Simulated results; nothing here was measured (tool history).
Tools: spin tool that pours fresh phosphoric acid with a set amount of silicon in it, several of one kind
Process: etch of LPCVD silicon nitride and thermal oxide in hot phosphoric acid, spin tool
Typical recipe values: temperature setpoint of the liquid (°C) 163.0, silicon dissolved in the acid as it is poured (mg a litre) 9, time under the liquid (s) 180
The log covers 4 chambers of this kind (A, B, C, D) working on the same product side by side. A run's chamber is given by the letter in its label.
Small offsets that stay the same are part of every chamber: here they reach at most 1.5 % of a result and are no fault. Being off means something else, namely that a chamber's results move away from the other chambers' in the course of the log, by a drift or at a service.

run    day  temperature setpoint of the liquid (°C)  silicon dissolved in the acid as it is poured (mg a litre)  time under the liquid (s)  read-back film thickness of the LPCVD silicon nitride reference wafer, read on the same gauge (nm)  read-back film thickness of the thermal oxide reference wafer, read on the same gauge (nm)  thickness taken off the LPCVD silicon nitride on a monitor wafer (Å)  thickness taken off the thermal oxide on a monitor wafer (Å)
 1D  0.425                                    163.0                                                           9                        180                                                                                              30.000                                                                                      69.990                                                                206.42                                                        5.1564
     0.708  -- chamber A: dissolved silicon flow meter replaced
 2C  0.925                                    163.0                                                           9                        180                                                                                              29.989                                                                                      70.035                                                                199.37                                                        5.0062
 3B  1.271                                    163.0                                                           9                        180                                                                                              29.999                                                                                      70.011                                                                206.47                                                        5.1643
 4A  1.642                                    163.0                                                           9                        180                                                                                              29.988                                                                                      69.982                                                                201.10                                                        5.0314
 5B  2.029                                    163.0                                                           9                        180                                                                                              30.020                                                                                      69.969                                                                207.27                                                        5.4032
 6A  2.362                                    163.0                                                           9                        180                                                                                              29.999                                                                                      69.995                                                                199.23                                                        5.4750
 7D  2.925                                    163.0                                                           9                        180                                                                                              29.992                                                                                      69.976                                                                198.09                                                        5.3232
 8C  3.367                                    160.5                                                           9                        255                                                                                              29.973                                                                                      70.007                                                                264.96                                                        5.8919
 9B  3.762                                    160.5                                                           9                        255                                                                                              29.987                                                                                      70.007                                                                265.43                                                        6.2556
10D  4.275                                    160.5                                                           9                        255                                                                                              29.964                                                                                      69.985                                                                266.42                                                        5.9552
11C  4.692                                    160.5                                                           9                        255                                                                                              30.013                                                                                      69.992                                                                261.81                                                        5.6348
12A  5.025                                    163.0                                                           9                        180                                                                                              29.989                                                                                      69.995                                                                195.11                                                        5.0609
13C  5.275                                    163.0                                                           9                        180                                                                                              30.009                                                                                      70.031                                                                199.71                                                        4.9895
14D  5.546                                    163.0                                                           9                        180                                                                                              29.999                                                                                      69.993                                                                205.55                                                        5.3224
15A  5.788                                    163.0                                                           9                        180                                                                                              30.008                                                                                      70.018                                                                194.22                                                        4.5106
16B  6.292                                    163.0                                                           9                        180                                                                                              29.977                                                                                      69.974                                                                210.64                                                        5.2826
17B  6.700                                    163.0                                                           9                        180                                                                                              29.999                                                                                      70.004                                                                208.03                                                        5.2986
18D  7.117                                    163.0                                                           9                        140                                                                                              30.043                                                                                      69.993                                                                155.77                                                        4.5523
19C  7.367                                    163.0                                                           9                        140                                                                                              30.021                                                                                      70.015                                                                158.60                                                        4.1701
20A  7.688                                    163.0                                                           9                        140                                                                                              29.987                                                                                      70.001                                                                148.24                                                        3.4605
21B  8.142                                    163.0                                                           9                        140                                                                                              30.003                                                                                      70.019                                                                161.32                                                        4.1992
22A  8.400                                    163.0                                                           9                        180                                                                                              29.984                                                                                      70.020                                                                189.08                                                        4.4734
23C  8.858                                    163.0                                                           9                        180                                                                                              29.974                                                                                      70.009                                                                200.14                                                        4.6358
24D  9.238                                    163.0                                                           9                        180                                                                                              30.003                                                                                      69.990                                                                200.46                                                        5.2979
     9.654  -- chamber D: heated supply line repaired
25D  9.675                                    163.0                                                           9                        180                                                                                              30.007                                                                                      70.011                                                                199.12                                                        5.2542
26A  9.983                                    163.0                                                           9                        180                                                                                              30.041                                                                                      69.954                                                                187.93                                                        4.4350

Does one chamber stand apart from the rest, does the shared gauge drift, or is all well apart from small per-chamber offsets? Give the chamber and the most likely cause, where there is one.

It is chamber A that slowly wanders off from its peers.
What lies behind it: temperature lost on the way to the wafer (K) = 2.81.
The log may not tell that from: liquid colder than its thermometer reads (K).

Which of the 4 candidates below, each the usual settings with something changed and its results left as question marks, puts chamber A back in line with what the other chambers give on the usual settings?
Maximum distance from the other chambers' mean on the usual settings for a result to count as in line: thickness taken off the LPCVD silicon nitride on a monitor wafer (Å) 6.90; thickness taken off the thermal oxide on a monitor wafer (Å) 0.9900
27A-1  10.388                                    162.0                                                          12                        170                                                                                                                                                                                                                                                                     ?                                                             ?
27A-2  10.388                                    162.5                                                          10                        175                                                                                                                                                                                                                                                                     ?                                                             ?
27A-3  10.388                                    163.5                                                           8                        185                                                                                                                                                                                                                                                                     ?                                                             ?
27A-4  10.388                                    164.0                                                           6                        190                                                                                                                                                                                                                                                                     ?                                                             ?

Mean of the other chambers on the usual settings: thickness taken off the LPCVD silicon nitride on a monitor wafer (Å) 204.61; thickness taken off the thermal oxide on a monitor wafer (Å) 5.1721
  run  thickness taken off the LPCVD silicon nitride on a monitor wafer (Å)  thickness taken off the thermal oxide on a monitor wafer (Å)
27A-1                                                                168.98                                                        3.4852
27A-2                                                                176.96                                                        3.8995
27A-3                                                                193.52                                                        4.6399
27A-4                                                                202.17                                                        5.1585
27A-4 is the one that brings the chamber's results back in line with the other chambers.

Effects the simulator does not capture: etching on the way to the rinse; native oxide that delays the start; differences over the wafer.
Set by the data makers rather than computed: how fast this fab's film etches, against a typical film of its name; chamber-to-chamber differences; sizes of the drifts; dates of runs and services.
